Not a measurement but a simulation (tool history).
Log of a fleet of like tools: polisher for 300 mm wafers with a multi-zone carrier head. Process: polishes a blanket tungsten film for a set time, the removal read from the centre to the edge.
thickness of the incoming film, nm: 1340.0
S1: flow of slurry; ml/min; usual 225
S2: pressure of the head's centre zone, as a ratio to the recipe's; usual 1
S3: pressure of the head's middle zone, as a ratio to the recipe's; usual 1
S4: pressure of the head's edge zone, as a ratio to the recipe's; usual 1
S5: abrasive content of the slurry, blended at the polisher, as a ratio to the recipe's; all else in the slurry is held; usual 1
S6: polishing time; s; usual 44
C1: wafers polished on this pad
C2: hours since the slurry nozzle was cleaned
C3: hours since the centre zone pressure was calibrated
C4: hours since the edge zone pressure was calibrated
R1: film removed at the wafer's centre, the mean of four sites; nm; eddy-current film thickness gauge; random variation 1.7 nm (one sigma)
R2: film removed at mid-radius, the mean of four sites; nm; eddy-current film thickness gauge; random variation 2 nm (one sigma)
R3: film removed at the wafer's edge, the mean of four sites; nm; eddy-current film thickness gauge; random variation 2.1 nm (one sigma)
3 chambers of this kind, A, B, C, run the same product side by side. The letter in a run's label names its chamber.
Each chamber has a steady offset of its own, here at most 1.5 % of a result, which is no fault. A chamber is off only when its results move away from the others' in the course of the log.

run	hour	S1	S2	S3	S4	S5	S6	C1	C2	C3	C4	R1	R2	R3
1A	6.5	225	1	1	1	1	44	686	59.3	373	555.2	245.09	242.36	242.29
2B	16.5	225	1	1	1	1	44	601	228.2	692.4	237.5	238.38	238.62	239.11
3C	23.5	225	1	1	1	1	44	851	275.4	772.5	930.2	243.77	244	240.85
# hour 25.2: chamber C: worn pad replaced by a new one
4C	28.4	225	1	1	1	1	44	52	280.3	777.4	935.1	244.88	244.6	244.33
5B	33.7	225	1	1	1	1	44	880	245.4	709.6	254.7	239.66	238.4	239.95
# hour 34.7: chamber B: worn pad replaced by a new one
6A	44.3	225	1	1	1	0.9	32	1297	97.1	410.8	593	173.31	172.03	172.64
7C	51.7	225	1	1	1	0.9	32	429	303.6	800.7	958.4	173.85	172.96	170.26
8A	59.8	225	1	1	1	0.9	32	1548	112.6	426.3	608.5	173.48	170.86	170.75
9B	65	225	1	1	1	1	44	490	276.7	740.9	286	235.32	244.3	237.57
10A	75.6	225	1	1	1	1	44	1804	128.4	442.1	624.3	242.26	239.51	238.74
# hour 76.2: chamber C: worn pad replaced by a new one
11B	83.6	225	1	1	1	1.3	58	791	295.3	759.5	304.6	333.93	336.41	336.23
# hour 87.1: chamber C: edge zone pressure recalibrated
# hour 88.1: chamber B: worn pad replaced by a new one
12C	89.7	225	1	1	1	1.3	58	218	341.6	838.7	2.7	348.05	335.52	341.68
13B	99.2	225	1	1	1	1.3	58	179	310.9	775.1	320.2	339.13	338.28	339.04
# hour 105.4: chamber B: edge zone pressure recalibrated
14A	108.4	225	1	1	1	1	44	2334	161.2	474.9	657.1	240.61	235.96	236.4
15C	115.4	225	1	1	1	1	44	634	367.3	864.4	28.4	246.46	242.93	241.12
# hour 117.2: chamber A: edge zone pressure recalibrated
16C	121.8	225	1	1	1	1	44	737	373.7	870.8	34.8	245.13	241.11	242.58
# hour 124.2: chamber C: worn pad replaced by a new one
# hour 125.3: chamber A: slurry nozzle cleaned
17A	128.5	225	1	1	1	1	44	2659	3.2	495	11.4	237.39	235.01	233.88
18B	134.1	225	1	1	1	1	44	744	345.8	810	28.7	240.81	244.25	240.59
# hour 143.9: chamber B: worn pad replaced by a new one
19C	144.9	225	1	1	1	1	44	335	396.8	893.9	57.9	244.79	244.44	241.08
20A	155.3	225	1	1	1	1	44	3093	30	521.8	38.2	235.7	231.41	237.49
21B	161.9	225	1	1	1	1	44	291	373.6	837.8	56.5	241.31	239.52	241.88
22C	169.2	225	1	1	1	1	44	729	421.1	918.2	82.2	247.24	246.55	239.68
# hour 169.3: chamber B: slurry nozzle cleaned
# hour 170.9: chamber C: worn pad replaced by a new one
23B	175.4	225	1	1	1	1	44	510	6.2	851.3	70	239.87	241.32	241.73
24A	181.4	225	1	1	1	1	44	3515	56.1	547.9	64.3	229.81	230.83	231.22
# hour 182.1: chamber C: centre zone pressure recalibrated
25A	189.4	225	1	1	1	1	44	3645	64.1	555.9	72.3	230.98	229.39	227.44
# hour 192: chamber B: worn pad replaced by a new one
26B	198.9	225	1	1	1	1	44	112	29.7	874.8	93.5	241.96	242.16	243.81
27C	206.3	225	1	1	1	1	44	572	458.2	24.2	119.3	242.99	244.03	241.07
28A	211	225	1	1	1	1	44	3994	85.7	577.5	93.9	225.01	226.3	227.95
29B	219.1	225	1	1	1	1	44	439	49.9	895	113.7	238.78	242.28	242.52
# hour 227.5: chamber C: worn pad replaced by a new one
30C	228	225	1	1	1	1	44	8	479.9	45.9	141	247.78	245.08	241.01
31C	236.6	225	1	1	1	1	44	147	488.5	54.5	149.6	247.44	243.91	241.9
# hour 238.7: chamber B: worn pad replaced by a new one
32B	246.9	225	1	1	1	1	44	134	77.7	922.8	141.5	238.89	242.94	242.16
33A	252.6	225	1	1	1	1	44	4667	127.3	619.1	135.5	223.52	221.85	219.98
34A	262.7	225	1	1	1	1	44	4831	137.4	629.2	145.6	223.05	223.23	224.18

Next, every chamber runs the same settings. What will each give?
35A	270.4	225	1	0.89	1	1	44					?	?	?
35B	270.4	225	1	0.89	1	1	44					?	?	?
35C	270.4	225	1	0.89	1	1	44					?	?	?

run	R1	R2	R3
35A	222.67	197.83	223.68
35B	239.01	218.36	238.98
35C	246.41	219.53	243.58

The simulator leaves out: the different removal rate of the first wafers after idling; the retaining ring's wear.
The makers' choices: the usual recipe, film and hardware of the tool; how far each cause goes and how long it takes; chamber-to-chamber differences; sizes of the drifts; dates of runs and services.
